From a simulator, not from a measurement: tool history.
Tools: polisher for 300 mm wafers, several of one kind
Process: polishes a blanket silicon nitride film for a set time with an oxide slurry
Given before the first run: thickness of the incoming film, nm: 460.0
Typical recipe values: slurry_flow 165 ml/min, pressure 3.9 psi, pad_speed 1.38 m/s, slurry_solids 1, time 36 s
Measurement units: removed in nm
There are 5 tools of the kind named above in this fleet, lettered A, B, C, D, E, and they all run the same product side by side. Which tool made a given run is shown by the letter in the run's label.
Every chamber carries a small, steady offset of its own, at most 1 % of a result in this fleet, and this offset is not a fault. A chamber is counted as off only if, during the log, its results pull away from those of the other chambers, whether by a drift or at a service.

{"day": 0.296, "done": "chamber A: worn pad replaced by a new one"}
{"day": 0.496, "done": "chamber D: slurry nozzle cleaned"}
{"run": "1E", "day": 0.538, "slurry_flow": 165, "pressure": 3.9, "pad_speed": 1.38, "slurry_solids": 1, "time": 36, "removed": 31.583}
{"run": "2C", "day": 1.079, "slurry_flow": 165, "pressure": 3.9, "pad_speed": 1.38, "slurry_solids": 1, "time": 36, "removed": 31.311}
{"day": 1.346, "done": "chamber B: slurry blender recalibrated"}
{"run": "3D", "day": 1.479, "slurry_flow": 165, "pressure": 3.9, "pad_speed": 1.38, "slurry_solids": 1, "time": 36, "removed": 31.357}
{"day": 1.542, "done": "chamber A: slurry blender recalibrated"}
{"day": 1.871, "done": "chamber E: head pressure recalibrated"}
{"run": "4B", "day": 1.883, "slurry_flow": 165, "pressure": 3.9, "pad_speed": 1.38, "slurry_solids": 1, "time": 36, "removed": 31.532}
{"day": 1.896, "done": "chamber C: worn pad replaced by a new one"}
{"day": 2.121, "done": "chamber B: worn pad replaced by a new one"}
{"run": "5A", "day": 2.412, "slurry_flow": 165, "pressure": 3.9, "pad_speed": 1.38, "slurry_solids": 1, "time": 36, "removed": 31.387}
{"run": "6A", "day": 2.729, "slurry_flow": 165, "pressure": 3.9, "pad_speed": 1.38, "slurry_solids": 1, "time": 36, "removed": 31.228}
{"day": 3.021, "done": "chamber E: worn pad replaced by a new one"}
{"day": 3.083, "done": "chamber D: worn pad replaced by a new one"}
{"run": "7C", "day": 3.225, "slurry_flow": 165, "pressure": 3.9, "pad_speed": 1.38, "slurry_solids": 1, "time": 36, "removed": 31.526}
{"run": "8B", "day": 3.55, "slurry_flow": 165, "pressure": 3.9, "pad_speed": 1.38, "slurry_solids": 1, "time": 36, "removed": 31.52}
{"run": "9E", "day": 3.879, "slurry_flow": 165, "pressure": 3.9, "pad_speed": 1.38, "slurry_solids": 1, "time": 36, "removed": 30.905}
{"run": "10D", "day": 4.192, "slurry_flow": 165, "pressure": 3.9, "pad_speed": 1.38, "slurry_solids": 1, "time": 36, "removed": 31.57}
{"day": 4.217, "done": "chamber D: conditioning disc replaced and pad reconditioned"}
{"run": "11B", "day": 4.596, "slurry_flow": 165, "pressure": 3.9, "pad_speed": 1.38, "slurry_solids": 1, "time": 36, "removed": 31.951}
{"day": 4.758, "done": "chamber E: slurry blender recalibrated"}
{"run": "12E", "day": 4.946, "slurry_flow": 165, "pressure": 3.9, "pad_speed": 1.38, "slurry_solids": 1, "time": 36, "removed": 31.64}
{"run": "13C", "day": 5.496, "slurry_flow": 165, "pressure": 3.9, "pad_speed": 1.38, "slurry_solids": 1, "time": 36, "removed": 31.548}
{"day": 5.775, "done": "chamber B: slurry blender recalibrated"}
{"run": "14A", "day": 5.775, "slurry_flow": 165, "pressure": 3.9, "pad_speed": 1.38, "slurry_solids": 1, "time": 36, "removed": 31.036}
{"day": 6.108, "done": "chamber C: conditioning disc replaced and pad reconditioned"}
{"day": 6.125, "done": "chamber A: worn pad replaced by a new one"}
{"day": 6.192, "done": "chamber C: worn pad replaced by a new one"}
{"day": 6.238, "done": "chamber D: worn pad replaced by a new one"}
{"run": "15D", "day": 6.304, "slurry_flow": 165, "pressure": 3.9, "pad_speed": 1.38, "slurry_solids": 1, "time": 36, "removed": 31.527}
{"day": 6.329, "done": "chamber B: worn pad replaced by a new one"}
{"day": 6.35, "done": "chamber A: slurry nozzle cleaned"}
{"run": "16B", "day": 6.604, "slurry_flow": 165, "pressure": 3.9, "pad_speed": 1.38, "slurry_solids": 1.25, "time": 36, "removed": 34.436}
{"day": 6.783, "done": "chamber E: worn pad replaced by a new one"}
{"run": "17C", "day": 6.954, "slurry_flow": 165, "pressure": 3.9, "pad_speed": 1.38, "slurry_solids": 1.25, "time": 36, "removed": 34.764}
{"day": 7.329, "done": "chamber A: conditioning disc replaced and pad reconditioned"}
{"run": "18D", "day": 7.388, "slurry_flow": 165, "pressure": 3.9, "pad_speed": 1.38, "slurry_solids": 1.25, "time": 36, "removed": 34.688}
{"run": "19E", "day": 7.754, "slurry_flow": 165, "pressure": 3.9, "pad_speed": 1.38, "slurry_solids": 1.25, "time": 36, "removed": 34.529}
{"day": 7.825, "done": "chamber C: slurry blender recalibrated"}
{"run": "20A", "day": 8.15, "slurry_flow": 165, "pressure": 3.9, "pad_speed": 1.38, "slurry_solids": 1.25, "time": 36, "removed": 34.902}
{"run": "21E", "day": 8.621, "slurry_flow": 165, "pressure": 3.9, "pad_speed": 1.38, "slurry_solids": 1, "time": 36, "removed": 31.279}
{"run": "22A", "day": 8.992, "slurry_flow": 165, "pressure": 3.9, "pad_speed": 1.38, "slurry_solids": 1, "time": 36, "removed": 31.32}
{"day": 9.254, "done": "chamber C: slurry nozzle cleaned"}
{"run": "23D", "day": 9.546, "slurry_flow": 165, "pressure": 3.9, "pad_speed": 1.38, "slurry_solids": 1, "time": 36, "removed": 31.802}
{"day": 9.554, "done": "chamber C: worn pad replaced by a new one"}
{"day": 9.688, "done": "chamber D: worn pad replaced by a new one"}
{"day": 9.796, "done": "chamber B: worn pad replaced by a new one"}
{"run": "24C", "day": 9.925, "slurry_flow": 165, "pressure": 3.9, "pad_speed": 1.38, "slurry_solids": 1, "time": 45, "removed": 39.505}
{"day": 9.967, "done": "chamber E: slurry blender recalibrated"}
{"day": 10.221, "done": "chamber B: conditioning disc replaced and pad reconditioned"}
{"day": 10.325, "done": "chamber E: worn pad replaced by a new one"}
{"run": "25B", "day": 10.471, "slurry_flow": 165, "pressure": 3.9, "pad_speed": 1.38, "slurry_solids": 1, "time": 45, "removed": 39.416}
{"day": 10.725, "done": "chamber E: conditioning disc replaced and pad reconditioned"}
{"day": 10.867, "done": "chamber B: slurry blender recalibrated"}
{"run": "26B", "day": 11.021, "slurry_flow": 165, "pressure": 3.9, "pad_speed": 1.38, "slurry_solids": 1, "time": 45, "removed": 39.517}
{"run": "27D", "day": 11.542, "slurry_flow": 165, "pressure": 3.9, "pad_speed": 1.38, "slurry_solids": 1, "time": 45, "removed": 39.526}
{"run": "28A", "day": 12.058, "slurry_flow": 165, "pressure": 3.9, "pad_speed": 1.38, "slurry_solids": 1, "time": 45, "removed": 39.012}
{"run": "29C", "day": 12.333, "slurry_flow": 165, "pressure": 3.9, "pad_speed": 1.38, "slurry_solids": 1, "time": 36, "removed": 31.634}
{"day": 12.662, "done": "chamber A: worn pad replaced by a new one"}
{"run": "30E", "day": 12.867, "slurry_flow": 165, "pressure": 3.9, "pad_speed": 1.38, "slurry_solids": 1, "time": 36, "removed": 31.21}
{"day": 12.946, "done": "chamber D: worn pad replaced by a new one"}
{"day": 13.042, "done": "chamber B: worn pad replaced by a new one"}
{"run": "31A", "day": 13.412, "slurry_flow": 165, "pressure": 3.9, "pad_speed": 1.38, "slurry_solids": 1, "time": 36, "removed": 31.205}
{"run": "32C", "day": 13.75, "slurry_flow": 165, "pressure": 3.9, "pad_speed": 1.38, "slurry_solids": 1, "time": 36, "removed": 31.749}
{"day": 14.183, "done": "chamber E: worn pad replaced by a new one"}
{"run": "33E", "day": 14.242, "slurry_flow": 165, "pressure": 3.9, "pad_speed": 1.38, "slurry_solids": 1, "time": 36, "removed": 31.295}
{"run": "34B", "day": 14.538, "slurry_flow": 165, "pressure": 3.9, "pad_speed": 1.38, "slurry_solids": 1, "time": 36, "removed": 31.641}
{"run": "35D", "day": 15.025, "slurry_flow": 165, "pressure": 3.9, "pad_speed": 1.38, "slurry_solids": 1, "time": 36, "removed": 31.705}
{"run": "36D", "day": 15.525, "slurry_flow": 165, "pressure": 3.9, "pad_speed": 1.38, "slurry_solids": 1, "time": 36, "removed": 31.983}

Predict what each chamber gives when all 5 of them run the settings below next.
{"run": "37A", "day": 15.925, "slurry_flow": 165, "pressure": 3.9, "pad_speed": 1.38, "slurry_solids": 0.9, "time": 36, "removed": "?"}
{"run": "37B", "day": 15.925, "slurry_flow": 165, "pressure": 3.9, "pad_speed": 1.38, "slurry_solids": 0.9, "time": 36, "removed": "?"}
{"run": "37C", "day": 15.925, "slurry_flow": 165, "pressure": 3.9, "pad_speed": 1.38, "slurry_solids": 0.9, "time": 36, "removed": "?"}
{"run": "37D", "day": 15.925, "slurry_flow": 165, "pressure": 3.9, "pad_speed": 1.38, "slurry_solids": 0.9, "time": 36, "removed": "?"}
{"run": "37E", "day": 15.925, "slurry_flow": 165, "pressure": 3.9, "pad_speed": 1.38, "slurry_solids": 0.9, "time": 36, "removed": "?"}

run=37A removed=29.732
run=37B removed=29.868
run=37C removed=30.085
run=37D removed=29.906
run=37E removed=29.496
